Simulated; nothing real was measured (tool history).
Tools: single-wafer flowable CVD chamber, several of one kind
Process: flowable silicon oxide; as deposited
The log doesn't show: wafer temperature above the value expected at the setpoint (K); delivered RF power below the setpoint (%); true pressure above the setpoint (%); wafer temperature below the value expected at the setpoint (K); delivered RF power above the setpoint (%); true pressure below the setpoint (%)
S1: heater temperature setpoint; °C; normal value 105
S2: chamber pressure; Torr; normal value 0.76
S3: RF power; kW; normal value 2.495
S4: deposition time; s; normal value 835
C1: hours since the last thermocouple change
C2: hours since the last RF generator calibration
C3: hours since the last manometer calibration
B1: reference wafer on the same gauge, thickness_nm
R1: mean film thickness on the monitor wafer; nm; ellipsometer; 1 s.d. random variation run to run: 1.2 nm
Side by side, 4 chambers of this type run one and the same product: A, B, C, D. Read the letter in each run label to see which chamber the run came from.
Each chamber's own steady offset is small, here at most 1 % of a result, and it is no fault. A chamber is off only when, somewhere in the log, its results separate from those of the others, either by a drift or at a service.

run 1D hour=5.4 | S1=105 S2=0.76 S3=2.495 S4=835 | C1=2692.3 C2=173.2 C3=709.9 | B1=350.93 | R1=414.59
run 2C hour=10.2 | S1=105 S2=0.76 S3=2.495 S4=835 | C1=135.0 C2=467.0 C3=1215.5 | B1=351.05 | R1=412.93
run 3B hour=14.7 | S1=105 S2=0.76 S3=2.495 S4=835 | C1=854.6 C2=274.3 C3=1653.5 | B1=350.74 | R1=416.08
run 4A hour=18.1 | S1=105 S2=0.76 S3=2.495 S4=835 | C1=73.3 C2=574.3 C3=1199.3 | B1=350.69 | R1=418.37
run 5A hour=21.7 | S1=105 S2=0.76 S3=2.495 S4=835 | C1=76.9 C2=577.9 C3=1202.9 | B1=351.01 | R1=416.41
run 6B hour=27.0 | S1=105 S2=0.76 S3=2.495 S4=835 | C1=866.9 C2=286.6 C3=1665.8 | B1=350.95 | R1=416.23
run 7C hour=32.4 | S1=105 S2=0.76 S3=2.495 S4=835 | C1=157.2 C2=489.2 C3=1237.7 | B1=351.07 | R1=414.03
run 8D hour=35.9 | S1=105 S2=0.76 S3=2.495 S4=835 | C1=2722.8 C2=203.7 C3=740.4 | B1=350.75 | R1=414.01
run 9C hour=41.3 | S1=105 S2=0.76 S3=2.495 S4=835 | C1=166.1 C2=498.1 C3=1246.6 | B1=351.14 | R1=413.19
run 10B hour=44.4 | S1=105 S2=0.76 S3=2.495 S4=835 | C1=884.3 C2=304.0 C3=1683.2 | B1=350.94 | R1=417.48
run 11A hour=47.2 | S1=105 S2=0.76 S3=2.495 S4=835 | C1=102.4 C2=603.4 C3=1228.4 | B1=350.96 | R1=416.11
run 12D hour=51.5 | S1=105 S2=0.76 S3=2.495 S4=835 | C1=2738.4 C2=219.3 C3=756.0 | B1=350.78 | R1=413.73
run 13B hour=54.0 | S1=105 S2=0.76 S3=2.495 S4=835 | C1=893.9 C2=313.6 C3=1692.8 | B1=351.01 | R1=417.74
run 14C hour=58.6 | S1=105 S2=0.76 S3=2.495 S4=835 | C1=183.4 C2=515.4 C3=1263.9 | B1=350.90 | R1=413.22
run 15D hour=63.5 | S1=99 S2=0.76 S3=2.495 S4=835 | C1=2750.4 C2=231.3 C3=768.0 | B1=351.13 | R1=511.09
-- hour=66.7 chamber D: thermocouple changed; heater temperature recalibrated
run 16A hour=68.2 | S1=99 S2=0.76 S3=2.495 S4=835 | C1=123.4 C2=624.4 C3=1249.4 | B1=351.21 | R1=504.59
run 17C hour=73.7 | S1=99 S2=0.76 S3=2.495 S4=835 | C1=198.5 C2=530.5 C3=1279.0 | B1=351.10 | R1=503.43
run 18D hour=78.7 | S1=99 S2=0.76 S3=2.495 S4=835 | C1=12.0 C2=246.5 C3=783.2 | B1=351.30 | R1=526.53
run 19B hour=83.4 | S1=105 S2=0.76 S3=2.495 S4=835 | C1=923.3 C2=343.0 C3=1722.2 | B1=351.10 | R1=415.43
run 20A hour=87.5 | S1=105 S2=0.76 S3=2.495 S4=835 | C1=142.7 C2=643.7 C3=1268.7 | B1=351.12 | R1=414.26
run 21C hour=90.0 | S1=105 S2=0.76 S3=2.495 S4=835 | C1=214.8 C2=546.8 C3=1295.3 | B1=350.91 | R1=414.53
run 22D hour=94.4 | S1=105 S2=0.76 S3=2.495 S4=835 | C1=27.7 C2=262.2 C3=798.9 | B1=351.00 | R1=431.69
run 23A hour=98.0 | S1=115 S2=0.76 S3=2.495 S4=835 | C1=153.2 C2=654.2 C3=1279.2 | B1=351.11 | R1=305.12
run 24B hour=103.5 | S1=115 S2=0.76 S3=2.495 S4=835 | C1=943.4 C2=363.1 C3=1742.3 | B1=351.02 | R1=301.49
run 25D hour=107.0 | S1=115 S2=0.76 S3=2.495 S4=835 | C1=40.3 C2=274.8 C3=811.5 | B1=351.06 | R1=312.53

Next, every chamber runs the same settings. What will each give?
run 26A hour=110.9 | S1=105 S2=0.76 S3=2.975 S4=835 | R1=?
run 26B hour=110.9 | S1=105 S2=0.76 S3=2.975 S4=835 | R1=?
run 26C hour=110.9 | S1=105 S2=0.76 S3=2.975 S4=835 | R1=?
run 26D hour=110.9 | S1=105 S2=0.76 S3=2.975 S4=835 | R1=?

run=26A R1=423.63
run=26B R1=424.72
run=26C R1=420.58
run=26D R1=437.78
